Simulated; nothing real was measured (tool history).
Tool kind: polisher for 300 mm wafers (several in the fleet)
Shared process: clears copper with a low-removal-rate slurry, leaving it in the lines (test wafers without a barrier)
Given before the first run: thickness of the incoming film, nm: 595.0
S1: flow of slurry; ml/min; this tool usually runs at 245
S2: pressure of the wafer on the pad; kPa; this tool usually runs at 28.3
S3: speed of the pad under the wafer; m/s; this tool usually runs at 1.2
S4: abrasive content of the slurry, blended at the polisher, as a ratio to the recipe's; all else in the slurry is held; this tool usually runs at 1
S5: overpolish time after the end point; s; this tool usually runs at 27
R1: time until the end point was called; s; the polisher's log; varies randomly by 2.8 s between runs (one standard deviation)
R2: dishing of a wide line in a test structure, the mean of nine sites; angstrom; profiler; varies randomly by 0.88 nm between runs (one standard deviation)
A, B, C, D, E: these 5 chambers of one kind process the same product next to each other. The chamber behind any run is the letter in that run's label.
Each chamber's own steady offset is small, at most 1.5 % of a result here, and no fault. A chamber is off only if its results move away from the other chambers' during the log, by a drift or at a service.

run   hour   S1    S2    S3    S4  S5      R1      R2
 1D    8.6  245  28.3   1.2     1  27  150.76  654.16
      10.6  -- chamber B: worn pad replaced by a new one
      14.9  -- chamber D: slurry blender recalibrated
        16  -- chamber E: worn pad replaced by a new one
        17  -- chamber E: slurry blender recalibrated
 2C     17  245  28.3   1.2     1  27  147.39  637.01
 3E   29.1  245  28.3   1.2     1  27  148.53  633.11
      36.9  -- chamber C: slurry nozzle cleaned
 4A   44.5  245  28.3   1.2     1  27   154.8  633.14
 5B   57.2  245  28.3   1.2     1  27  145.17  638.36
 6C   64.2  245  28.3   1.2     1  27  144.27  618.64
 7E   75.4  245  28.3   1.2     1  27  147.74  636.27
      83.9  -- chamber D: worn pad replaced by a new one
 8D   85.7  245  28.3   1.2     1  27  149.23   643.9
      89.9  -- chamber A: worn pad replaced by a new one
 9A  101.1  245  28.3   1.2   0.8  27  159.21  619.16
10B  111.5  245  28.3   1.2   0.8  27  155.49  592.82
     113.3  -- chamber B: worn pad replaced by a new one
11B  124.9  245  28.3   1.2   0.8  27  151.25  605.79
     130.5  -- chamber E: slurry nozzle cleaned
12E  136.8  245  28.3   1.2   0.8  27  152.54  600.72
13A  146.5  245  28.3   1.2   0.8  27  157.09  625.29
     148.3  -- chamber E: worn pad replaced by a new one
14D  155.3  245  28.3   1.2     1  27  147.52  644.73
     157.5  -- chamber C: worn pad replaced by a new one
     167.8  -- chamber D: slurry blender recalibrated
15C  169.4  205  28.3   1.2   0.9  27  154.24  603.42
     170.7  -- chamber A: slurry blender recalibrated
16B    182  205  28.3   1.2   0.9  27   153.9  615.97
17E  190.6  205  28.3   1.2   0.9  27  154.64  620.07
     196.4  -- chamber B: slurry blender recalibrated
     200.1  -- chamber A: worn pad replaced by a new one
18A  203.9  205  28.3   1.2   0.9  27  156.29  614.81
     211.9  -- chamber B: worn pad replaced by a new one
19D  216.7  205  28.3   1.2   0.9  27  152.97  626.86
20C  226.7  245  28.3   1.2     1  27   149.2  619.31
21B    240  245  28.3   1.2     1  27  145.72  638.63
22E  255.8  245  28.3   1.2     1  27  145.64  644.86
23C  263.8  245  28.3   1.2     1  27   147.8  629.61
24D  278.3  245  28.3   1.2     1  27  149.56  639.84
25A  291.5  245  28.3   1.2     1  27  147.54  633.29
     295.8  -- chamber C: slurry blender recalibrated
     298.9  -- chamber D: worn pad replaced by a new one
26D  300.4  245  28.3   1.2     1  27  141.72  635.67
       302  -- chamber B: worn pad replaced by a new one
     306.3  -- chamber E: worn pad replaced by a new one
     311.1  -- chamber C: slurry nozzle cleaned
27B  313.3  245  28.3   1.2     1  27  152.47  623.87
     316.6  -- chamber A: worn pad replaced by a new one
     316.6  -- chamber E: slurry blender recalibrated
     317.7  -- chamber A: slurry nozzle cleaned
28C  326.5  285  28.3  1.42     1  27   120.8  706.29
       338  -- chamber C: worn pad replaced by a new one
29A  341.3  285  28.3  1.42     1  27  120.58  709.87
30E  348.7  285  28.3  1.42     1  27  122.11  719.46
     356.5  -- chamber D: slurry blender recalibrated
31C  363.7  285  28.3  1.42     1  27  123.25  712.92
32D  378.4  285  28.3  1.42     1  27  125.55  732.45
33A  387.6  245  28.3   1.2     1  27  151.15  629.08
     398.1  -- chamber B: worn pad replaced by a new one
34E  402.4  245  28.3   1.2     1  27  150.37  617.14
35B  411.7  245  28.3   1.2     1  27  150.32  631.47
     416.6  -- chamber D: head pressure recalibrated
     423.8  -- chamber B: slurry blender recalibrated
36E  425.9  245  28.3   1.2     1  27  144.99  620.86
     426.6  -- chamber A: worn pad replaced by a new one
37A  441.6  245  28.3   1.2     1  27   145.4     633
38D  453.3  245  28.3   1.2     1  27  148.72  631.14
39B  468.6  245  28.3   1.2     1  27  148.17  644.13
40C  479.4  245  28.3   1.2     1  27  145.39  627.35
41C  491.4  245  28.3   1.2     1  27   144.6  625.28
42A  507.2  245  28.3   1.2  0.75  27  161.64  591.69

Next, all 5 chambers run the settings below, one line each with question marks for the results. What does each chamber give?
43A  518.6  245  28.3  1.2   1  27   ?   ?
43B  518.6  245  28.3  1.2   1  27   ?   ?
43C  518.6  245  28.3  1.2   1  27   ?   ?
43D  518.6  245  28.3  1.2   1  27   ?   ?
43E  518.6  245  28.3  1.2   1  27   ?   ?

run      R1      R2
43A  153.41  636.77
43B  145.66  621.65
43C  150.71  619.86
43D  145.02  628.57
43E  147.21  637.88
